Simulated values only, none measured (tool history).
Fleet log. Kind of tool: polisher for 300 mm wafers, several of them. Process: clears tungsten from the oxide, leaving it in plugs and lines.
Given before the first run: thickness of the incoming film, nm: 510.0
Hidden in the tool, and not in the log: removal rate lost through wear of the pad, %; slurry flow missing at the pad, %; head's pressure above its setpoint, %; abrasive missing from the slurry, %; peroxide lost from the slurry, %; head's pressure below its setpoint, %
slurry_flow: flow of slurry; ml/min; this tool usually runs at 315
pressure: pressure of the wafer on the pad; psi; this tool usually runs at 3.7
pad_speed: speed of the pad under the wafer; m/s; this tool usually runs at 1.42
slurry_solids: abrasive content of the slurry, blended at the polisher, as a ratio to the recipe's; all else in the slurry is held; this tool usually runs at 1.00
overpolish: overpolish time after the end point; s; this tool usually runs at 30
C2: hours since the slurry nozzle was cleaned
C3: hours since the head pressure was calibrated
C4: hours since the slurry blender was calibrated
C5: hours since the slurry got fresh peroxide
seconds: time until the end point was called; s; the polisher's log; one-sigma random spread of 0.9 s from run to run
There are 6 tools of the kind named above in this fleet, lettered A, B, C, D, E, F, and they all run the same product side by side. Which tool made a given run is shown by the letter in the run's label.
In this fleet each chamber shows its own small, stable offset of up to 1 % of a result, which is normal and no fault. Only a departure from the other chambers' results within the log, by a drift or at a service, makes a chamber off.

Run 1F, hour 4.5: usual settings; wafers polished on this pad 1297; C2 294.0; C3 395.4; C4 68.1; C5 74.1. Result: seconds 80.140 s.
At hour 4.9: chamber B: slurry nozzle cleaned.
At hour 6.4: chamber C: worn pad replaced by a new one.
Run 2B, hour 8.7: usual settings; wafers polished on this pad 373; C2 3.9; C3 77.5; C4 34.7; C5 140.6. Result: seconds 81.039 s.
At hour 9.8: chamber C: slurry tank refilled with fresh slurry and peroxide.
Run 3A, hour 11.8: usual settings; wafers polished on this pad 1094; C2 229.1; C3 610.4; C4 196.8; C5 175.4. Result: seconds 80.612 s.
At hour 13.5: chamber A: worn pad replaced by a new one.
At hour 15.0: chamber E: worn pad replaced by a new one.
Run 4D, hour 15.5: usual settings; wafers polished on this pad 784; C2 217.7; C3 400.6; C4 55.7; C5 26.8. Result: seconds 81.949 s.
At hour 19.8: chamber B: slurry tank refilled with fresh slurry and peroxide.
Run 5C, hour 20.2: usual settings; wafers polished on this pad 147; C2 668.5; C3 88.6; C4 157.6; C5 10.5. Result: seconds 80.492 s.
At hour 22.7: chamber F: worn pad replaced by a new one.
Run 6E, hour 24.8: usual settings; wafers polished on this pad 104; C2 358.2; C3 761.5; C4 180.3; C5 53.9. Result: seconds 79.386 s.
Run 7E, hour 29.6: usual settings; wafers polished on this pad 155; C2 363.0; C3 766.3; C4 185.1; C5 58.7. Result: seconds 81.462 s.
At hour 30.0: chamber A: slurry nozzle cleaned.
At hour 31.8: chamber A: slurry tank refilled with fresh slurry and peroxide.
Run 8C, hour 33.0: usual settings but slurry_flow 395 ml/min, slurry_solids 0.80; wafers polished on this pad 283; C2 681.3; C3 101.4; C4 170.4; C5 23.3. Result: seconds 82.718 s.
Run 9A, hour 35.8: usual settings but slurry_flow 395 ml/min, slurry_solids 0.80; wafers polished on this pad 237; C2 5.9; C3 634.4; C4 220.8; C5 4.1. Result: seconds 82.841 s.
Run 10B, hour 38.9: usual settings but slurry_flow 395 ml/min, slurry_solids 0.80; wafers polished on this pad 694; C2 34.1; C3 107.7; C4 64.9; C5 19.2. Result: seconds 84.594 s.
At hour 40.0: chamber D: worn pad replaced by a new one.
Run 11F, hour 41.8: usual settings but slurry_flow 395 ml/min, slurry_solids 0.80; wafers polished on this pad 203; C2 331.3; C3 432.7; C4 105.4; C5 111.4. Result: seconds 81.723 s.
Run 12D, hour 44.4: usual settings but slurry_flow 395 ml/min, slurry_solids 0.80; wafers polished on this pad 46; C2 246.6; C3 429.5; C4 84.6; C5 55.7. Result: seconds 83.460 s.
Run 13E, hour 46.8: usual settings but slurry_flow 395 ml/min, slurry_solids 0.80; wafers polished on this pad 338; C2 380.2; C3 783.5; C4 202.3; C5 75.9. Result: seconds 83.821 s.
Run 14B, hour 50.2: usual settings but pressure 4.2 psi, pad_speed 1.84 m/s; wafers polished on this pad 814; C2 45.4; C3 119.0; C4 76.2; C5 30.5. Result: seconds 56.031 s.
At hour 50.3: chamber E: slurry tank refilled with fresh slurry and peroxide.
At hour 52.4: chamber C: slurry nozzle cleaned.
Run 15C, hour 55.4: usual settings but pressure 4.2 psi, pad_speed 1.84 m/s; wafers polished on this pad 521; C2 3.1; C3 123.8; C4 192.8; C5 45.7. Result: seconds 54.536 s.
At hour 56.4: chamber C: slurry tank refilled with fresh slurry and peroxide.
Run 16A, hour 58.3: usual settings but pressure 4.2 psi, pad_speed 1.84 m/s; wafers polished on this pad 476; C2 28.4; C3 656.9; C4 243.3; C5 26.6. Result: seconds 55.688 s.
Run 17F, hour 61.6: usual settings but pressure 4.2 psi, pad_speed 1.84 m/s; wafers polished on this pad 414; C2 351.1; C3 452.5; C4 125.2; C5 131.2. Result: seconds 54.811 s.
Run 18D, hour 66.2: usual settings but pressure 4.2 psi, pad_speed 1.84 m/s; wafers polished on this pad 278; C2 268.4; C3 451.3; C4 106.4; C5 77.5. Result: seconds 55.109 s.
At hour 67.9: chamber F: slurry blender recalibrated.
At hour 68.9: chamber B: worn pad replaced by a new one.
Run 19C, hour 70.5: usual settings but pressure 4.2 psi, pad_speed 1.84 m/s; wafers polished on this pad 682; C2 18.2; C3 138.9; C4 207.9; C5 14.2. Result: seconds 54.280 s.
At hour 72.2: chamber F: head pressure recalibrated.
At hour 72.6: chamber C: slurry blender recalibrated.
Run 20B, hour 73.4: usual settings but slurry_solids 1.10; wafers polished on this pad 48; C2 68.6; C3 142.2; C4 99.4; C5 53.7. Result: seconds 79.776 s.
Run 21A, hour 78.8: usual settings but slurry_solids 1.10; wafers polished on this pad 694; C2 48.9; C3 677.4; C4 263.8; C5 47.1. Result: seconds 78.985 s.
At hour 79.0: chamber A: slurry blender recalibrated.
Run 22F, hour 84.1: usual settings but slurry_solids 1.10; wafers polished on this pad 653; C2 373.6; C3 12.0; C4 16.2; C5 153.7. Result: seconds 88.699 s.
At hour 88.3: chamber E: slurry nozzle cleaned.
Run 23E, hour 89.2: usual settings but slurry_solids 1.10; wafers polished on this pad 788; C2 1.0; C3 825.9; C4 244.7; C5 39.0. Result: seconds 78.492 s.
Run 24D, hour 93.4: usual settings but slurry_solids 1.10; wafers polished on this pad 567; C2 295.6; C3 478.5; C4 133.6; C5 104.7. Result: seconds 76.756 s.
Run 25A, hour 97.1: usual settings but slurry_solids 1.10; wafers polished on this pad 888; C2 67.2; C3 695.7; C4 18.2; C5 65.4. Result: seconds 78.084 s.
Run 26E, hour 100.5: usual settings; wafers polished on this pad 908; C2 12.3; C3 837.2; C4 256.0; C5 50.3. Result: seconds 79.571 s.
At hour 103.3: chamber F: slurry nozzle cleaned.
Run 27F, hour 105.7: usual settings but slurry_solids 0.75, overpolish 39 s; wafers polished on this pad 882; C2 2.4; C3 33.6; C4 37.8; C5 175.3. Result: seconds 96.447 s.
At hour 106.3: chamber E: worn pad replaced by a new one.
Run 28B, hour 108.7: usual settings but slurry_solids 0.75, overpolish 39 s; wafers polished on this pad 423; C2 103.9; C3 177.5; C4 134.7; C5 89.0. Result: seconds 88.089 s.
Run 29C, hour 111.3: usual settings but slurry_solids 0.75, overpolish 39 s; wafers polished on this pad 1115; C2 59.0; C3 179.7; C4 38.7; C5 55.0. Result: seconds 85.169 s.
At hour 113.8: chamber E: slurry blender recalibrated.
At hour 115.3: chamber C: slurry tank refilled with fresh slurry and peroxide.
Run 30D, hour 116.4: usual settings but slurry_solids 0.75, overpolish 39 s; wafers polished on this pad 812; C2 318.6; C3 501.5; C4 156.6; C5 127.7. Result: seconds 84.873 s.
Run 31B, hour 119.1: usual settings but slurry_solids 0.75, overpolish 39 s; wafers polished on this pad 534; C2 114.3; C3 187.9; C4 145.1; C5 99.4. Result: seconds 86.630 s.
At hour 119.5: chamber A: worn pad replaced by a new one.
At hour 119.9: chamber A: head pressure recalibrated.
Run 32C, hour 122.6: usual settings but slurry_solids 0.75, overpolish 39 s; wafers polished on this pad 1235; C2 70.3; C3 191.0; C4 50.0; C5 7.3. Result: seconds 87.887 s.
Run 33E, hour 125.9: usual settings; wafers polished on this pad 208; C2 37.7; C3 862.6; C4 12.1; C5 75.7. Result: seconds 79.980 s.
At hour 128.7: chamber E: slurry tank refilled with fresh slurry and peroxide.
Run 34D, hour 129.9: usual settings; wafers polished on this pad 955; C2 332.1; C3 515.0; C4 170.1; C5 141.2. Result: seconds 80.736 s.
At hour 130.4: chamber D: worn pad replaced by a new one.
Run 35A, hour 134.8: usual settings; wafers polished on this pad 163; C2 104.9; C3 15.0; C4 55.9; C5 103.1. Result: seconds 82.422 s.
Run 36F, hour 138.8: usual settings but pad_speed 1.90 m/s; wafers polished on this pad 1234; C2 35.5; C3 66.7; C4 70.9; C5 208.4. Result: seconds 66.977 s.
Run 37D, hour 142.3: usual settings but pad_speed 1.90 m/s; wafers polished on this pad 127; C2 344.5; C3 527.4; C4 182.5; C5 153.6. Result: seconds 60.565 s.
At hour 146.8: chamber C: worn pad replaced by a new one.
Run 38C, hour 147.5: usual settings but pad_speed 1.90 m/s; wafers polished on this pad 8; C2 95.2; C3 215.9; C4 74.9; C5 32.2. Result: seconds 60.191 s.
Run 39A, hour 152.6: usual settings but pad_speed 1.90 m/s; wafers polished on this pad 352; C2 122.7; C3 32.8; C4 73.7; C5 120.9. Result: seconds 60.722 s.
Run 40B, hour 158.0: usual settings but pad_speed 1.90 m/s; wafers polished on this pad 947; C2 153.2; C3 226.8; C4 184.0; C5 138.3. Result: seconds 61.591 s.
Run 41E, hour 160.9: usual settings but pad_speed 1.90 m/s; wafers polished on this pad 580; C2 72.7; C3 897.6; C4 47.1; C5 32.2. Result: seconds 59.487 s.

For the next run the whole fleet of 6 chambers uses the same settings. Give each chamber's results:
Run 42A, hour 164.8: usual settings. Result: seconds ?.
Run 42B, hour 164.8: usual settings. Result: seconds ?.
Run 42C, hour 164.8: usual settings. Result: seconds ?.
Run 42D, hour 164.8: usual settings. Result: seconds ?.
Run 42E, hour 164.8: usual settings. Result: seconds ?.
Run 42F, hour 164.8: usual settings. Result: seconds ?.

run  seconds
42A   80.914
42B   81.387
42C   80.338
42D   81.110
42E   80.504
42F   89.458

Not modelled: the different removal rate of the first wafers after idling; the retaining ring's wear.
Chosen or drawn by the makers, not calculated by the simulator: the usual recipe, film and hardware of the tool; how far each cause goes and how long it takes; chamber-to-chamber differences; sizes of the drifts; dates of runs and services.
